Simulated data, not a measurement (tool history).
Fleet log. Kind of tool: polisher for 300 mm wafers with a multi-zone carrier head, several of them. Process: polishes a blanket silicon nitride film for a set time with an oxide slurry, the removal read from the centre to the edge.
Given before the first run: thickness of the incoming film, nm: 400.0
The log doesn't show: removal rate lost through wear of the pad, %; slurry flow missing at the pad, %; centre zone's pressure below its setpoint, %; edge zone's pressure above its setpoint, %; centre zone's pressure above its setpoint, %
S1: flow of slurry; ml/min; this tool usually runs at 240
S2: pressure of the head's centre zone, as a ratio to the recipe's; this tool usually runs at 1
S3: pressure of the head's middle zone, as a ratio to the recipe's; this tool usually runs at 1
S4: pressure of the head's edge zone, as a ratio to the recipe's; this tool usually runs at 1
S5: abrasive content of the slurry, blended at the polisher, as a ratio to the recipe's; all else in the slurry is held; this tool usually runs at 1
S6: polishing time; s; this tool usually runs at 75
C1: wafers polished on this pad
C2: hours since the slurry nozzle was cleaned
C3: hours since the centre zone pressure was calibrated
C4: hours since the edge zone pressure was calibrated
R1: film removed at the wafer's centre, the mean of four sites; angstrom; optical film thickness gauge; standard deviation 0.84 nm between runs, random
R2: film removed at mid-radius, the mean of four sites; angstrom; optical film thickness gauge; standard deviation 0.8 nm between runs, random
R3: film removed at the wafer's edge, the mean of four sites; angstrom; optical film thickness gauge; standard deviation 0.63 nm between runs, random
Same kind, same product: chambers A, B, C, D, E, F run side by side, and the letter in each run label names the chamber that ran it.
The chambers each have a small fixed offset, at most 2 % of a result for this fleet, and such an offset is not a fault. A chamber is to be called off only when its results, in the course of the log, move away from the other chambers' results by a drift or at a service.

run 1F hour=10.6 | S1=240 S2=1 S3=1 S4=1 S5=1 S6=75 | C1=122 C2=273.6 C3=509.4 C4=13.4 | R1=628.01 R2=647.72 R3=630.73
-- hour=12.5 chamber E: worn pad replaced by a new one
-- hour=20.4 chamber D: worn pad replaced by a new one
run 2C hour=24 | S1=240 S2=1 S3=1 S4=1 S5=1 S6=75 | C1=635 C2=395.8 C3=500.8 C4=579.2 | R1=623 R2=650.03 R3=633.62
-- hour=30.6 chamber C: slurry nozzle cleaned
run 3A hour=33.9 | S1=240 S2=1 S3=1 S4=1 S5=1 S6=75 | C1=641 C2=560.3 C3=82.4 C4=255.4 | R1=641.21 R2=655.62 R3=627.67
-- hour=40.2 chamber A: worn pad replaced by a new one
run 4D hour=43.3 | S1=240 S2=1 S3=1 S4=1 S5=1 S6=75 | C1=220 C2=455.3 C3=265.8 C4=65.4 | R1=632.73 R2=624.17 R3=637.27
-- hour=51.8 chamber C: worn pad replaced by a new one
run 5B hour=55.8 | S1=240 S2=1 S3=1 S4=1 S5=1 S6=75 | C1=1218 C2=236.8 C3=548.7 C4=485.1 | R1=630 R2=637.06 R3=624.6
run 6E hour=65.5 | S1=240 S2=1 S3=1 S4=1 S5=1 S6=75 | C1=507 C2=163 C3=553.4 C4=1062.4 | R1=620.45 R2=620.67 R3=639.24
run 7E hour=75.6 | S1=240 S2=1 S3=1 S4=1 S5=1 S6=75 | C1=604 C2=173.1 C3=563.5 C4=1072.5 | R1=638.61 R2=620.99 R3=635.79
run 8C hour=82.7 | S1=240 S2=1 S3=1 S4=1 S5=1 S6=75 | C1=296 C2=52.1 C3=559.5 C4=637.9 | R1=646.75 R2=639.04 R3=624.47
-- hour=87.6 chamber B: worn pad replaced by a new one
run 9F hour=93.3 | S1=240 S2=1 S3=1 S4=1 S5=1 S6=75 | C1=913 C2=356.3 C3=592.1 C4=96.1 | R1=629.74 R2=648.52 R3=645.93
run 10A hour=101.4 | S1=240 S2=1 S3=1 S4=1 S5=1 S6=75 | C1=586 C2=627.8 C3=149.9 C4=322.9 | R1=631.7 R2=651.56 R3=637.9
run 11B hour=115.7 | S1=240 S2=1 S3=1 S4=0.88 S5=1 S6=64 | C1=269 C2=296.7 C3=608.6 C4=545 | R1=544.43 R2=541.4 R3=504.37
run 12D hour=130 | S1=240 S2=1 S3=1 S4=0.88 S5=1 S6=64 | C1=1049 C2=542 C3=352.5 C4=152.1 | R1=543.46 R2=526.88 R3=510.99
-- hour=131.7 chamber B: slurry nozzle cleaned
-- hour=133.6 chamber A: worn pad replaced by a new one
-- hour=135.8 chamber E: edge zone pressure recalibrated
-- hour=137.6 chamber D: worn pad replaced by a new one
-- hour=138.3 chamber C: worn pad replaced by a new one
-- hour=139.8 chamber E: worn pad replaced by a new one
run 13E hour=143.7 | S1=240 S2=1 S3=1 S4=0.88 S5=1 S6=64 | C1=37 C2=241.2 C3=631.6 C4=7.9 | R1=535.81 R2=535.43 R3=514.17
-- hour=143.8 chamber A: slurry nozzle cleaned
-- hour=145.4 chamber F: worn pad replaced by a new one
run 14B hour=152.1 | S1=240 S2=1 S3=1 S4=0.88 S5=1 S6=64 | C1=617 C2=20.4 C3=645 C4=581.4 | R1=544.4 R2=541.24 R3=505.98
-- hour=155.5 chamber B: edge zone pressure recalibrated
run 15F hour=160.7 | S1=240 S2=1 S3=1 S4=0.88 S5=1 S6=64 | C1=147 C2=423.7 C3=659.5 C4=163.5 | R1=542.72 R2=551.18 R3=511.95
run 16D hour=170.7 | S1=240 S2=1 S3=1 S4=0.88 S5=1 S6=64 | C1=316 C2=582.7 C3=393.2 C4=192.8 | R1=539.92 R2=537.27 R3=499.58
run 17A hour=179.6 | S1=240 S2=1 S3=1 S4=1 S5=1 S6=75 | C1=440 C2=35.9 C3=228.1 C4=401.1 | R1=631.36 R2=645.73 R3=634.62
-- hour=183.9 chamber F: slurry nozzle cleaned
run 18C hour=187.6 | S1=240 S2=1 S3=1 S4=1 S5=1 S6=75 | C1=471 C2=157 C3=664.4 C4=742.8 | R1=619.27 R2=634.24 R3=623.82
run 19B hour=197.6 | S1=240 S2=1 S3=1 S4=1 S5=1 S6=75 | C1=1052 C2=65.9 C3=690.5 C4=42.1 | R1=626.59 R2=648.55 R3=638
run 20F hour=209.7 | S1=240 S2=1 S3=1 S4=1 S5=1 S6=75 | C1=615 C2=25.9 C3=708.5 C4=212.5 | R1=643.71 R2=636.16 R3=643.1
-- hour=218.4 chamber C: worn pad replaced by a new one
run 21E hour=218.4 | S1=240 S2=1 S3=1 S4=1 S5=1 S6=75 | C1=752 C2=315.9 C3=706.3 C4=82.6 | R1=649.44 R2=618.03 R3=634.78
-- hour=222.9 chamber B: worn pad replaced by a new one
run 22C hour=227.5 | S1=240 S2=1 S3=1 S4=1 S5=1 S6=75 | C1=87 C2=196.9 C3=704.3 C4=782.7 | R1=643.74 R2=654.21 R3=627.44
-- hour=227.8 chamber A: worn pad replaced by a new one
run 23A hour=241.8 | S1=240 S2=1 S3=1 S4=1 S5=1 S6=75 | C1=134 C2=98.1 C3=290.3 C4=463.3 | R1=637.47 R2=639.07 R3=635.26
-- hour=247.2 chamber A: edge zone pressure recalibrated
run 24D hour=253.3 | S1=240 S2=1 S3=1 S4=1 S5=1 S6=75 | C1=1107 C2=665.3 C3=475.8 C4=275.4 | R1=639.18 R2=615.64 R3=623.37
-- hour=262.4 chamber D: worn pad replaced by a new one
run 25D hour=266.9 | S1=240 S2=1 S3=1 S4=1 S5=1 S6=75 | C1=43 C2=678.9 C3=489.4 C4=289 | R1=622.97 R2=624.84 R3=627.12
-- hour=277.3 chamber E: worn pad replaced by a new one
-- hour=279.6 chamber D: slurry nozzle cleaned
run 26C hour=281 | S1=240 S2=1 S3=1 S4=1 S5=1 S6=75 | C1=599 C2=250.4 C3=757.8 C4=836.2 | R1=628.29 R2=646.93 R3=630.58
-- hour=285.2 chamber E: slurry nozzle cleaned
run 27F hour=291.1 | S1=240 S2=1 S3=1 S4=1.07 S5=1 S6=61 | C1=1394 C2=107.3 C3=789.9 C4=293.9 | R1=519.55 R2=517.48 R3=531.09
-- hour=301.4 chamber C: worn pad replaced by a new one
run 28E hour=302.6 | S1=240 S2=1 S3=1 S4=1.07 S5=1 S6=61 | C1=242 C2=17.4 C3=790.5 C4=166.8 | R1=513.8 R2=518.82 R3=543.92
-- hour=309.1 chamber F: worn pad replaced by a new one
run 29B hour=312.9 | S1=240 S2=1 S3=1 S4=1.07 S5=1 S6=61 | C1=861 C2=181.2 C3=805.8 C4=157.4 | R1=514.27 R2=510.75 R3=528.66
-- hour=320.7 chamber A: worn pad replaced by a new one
run 30A hour=324.4 | S1=240 S2=1 S3=1 S4=1.07 S5=1 S6=61 | C1=35 C2=180.7 C3=372.9 C4=77.2 | R1=509.56 R2=523.92 R3=539.86
run 31D hour=335.1 | S1=240 S2=1 S3=1 S4=1.07 S5=1 S6=61 | C1=696 C2=55.6 C3=557.6 C4=357.2 | R1=513.77 R2=513.15 R3=532.01
run 32E hour=343.9 | S1=240 S2=1 S3=1 S4=1.07 S5=1 S6=61 | C1=637 C2=58.7 C3=831.8 C4=208.1 | R1=522.6 R2=515.69 R3=529.01
run 33A hour=350.6 | S1=240 S2=1 S3=1 S4=1 S5=1 S6=75 | C1=286 C2=206.9 C3=399.1 C4=103.4 | R1=640.73 R2=628.72 R3=639.99
-- hour=359.6 chamber B: worn pad replaced by a new one
run 34B hour=361 | S1=240 S2=1 S3=1 S4=1 S5=1 S6=75 | C1=13 C2=229.3 C3=853.9 C4=205.5 | R1=638.45 R2=625.82 R3=632.14
-- hour=366.1 chamber C: slurry nozzle cleaned
run 35C hour=374.3 | S1=240 S2=1 S3=1 S4=1 S5=1 S6=75 | C1=697 C2=8.3 C3=851.1 C4=929.5 | R1=633.61 R2=638.21 R3=643.89
run 36F hour=383.2 | S1=240 S2=1 S3=1 S4=1 S5=1 S6=75 | C1=709 C2=199.4 C3=882 C4=386 | R1=640.11 R2=643.1 R3=639.88
run 37F hour=394.4 | S1=240 S2=1 S3=1 S4=1 S5=1 S6=75 | C1=816 C2=210.6 C3=893.2 C4=397.2 | R1=645.55 R2=644.55 R3=643.69
run 38E hour=403.1 | S1=240 S2=1 S3=1 S4=1 S5=1 S6=75 | C1=1204 C2=117.9 C3=891 C4=267.3 | R1=629.43 R2=619.25 R3=640.54
run 39B hour=414.4 | S1=240 S2=1 S3=1 S4=1 S5=1 S6=75 | C1=524 C2=282.7 C3=907.3 C4=258.9 | R1=642.38 R2=639.94 R3=638.85

For the next run the whole fleet of 6 chambers uses the same settings. Give each chamber's results:
run 40A hour=424.7 | S1=190 S2=1 S3=1 S4=1 S5=1 S6=75 | R1=? R2=? R3=?
run 40B hour=424.7 | S1=190 S2=1 S3=1 S4=1 S5=1 S6=75 | R1=? R2=? R3=?
run 40C hour=424.7 | S1=190 S2=1 S3=1 S4=1 S5=1 S6=75 | R1=? R2=? R3=?
run 40D hour=424.7 | S1=190 S2=1 S3=1 S4=1 S5=1 S6=75 | R1=? R2=? R3=?
run 40E hour=424.7 | S1=190 S2=1 S3=1 S4=1 S5=1 S6=75 | R1=? R2=? R3=?
run 40F hour=424.7 | S1=190 S2=1 S3=1 S4=1 S5=1 S6=75 | R1=? R2=? R3=?

run=40A R1=610.41 R2=629.3 R3=619.01
run=40B R1=623.05 R2=621.23 R3=619.66
run=40C R1=614.86 R2=612.47 R3=618.86
run=40D R1=619.81 R2=600.55 R3=617.62
run=40E R1=615.13 R2=605.54 R3=624.01
run=40F R1=619.67 R2=624.13 R3=624.76
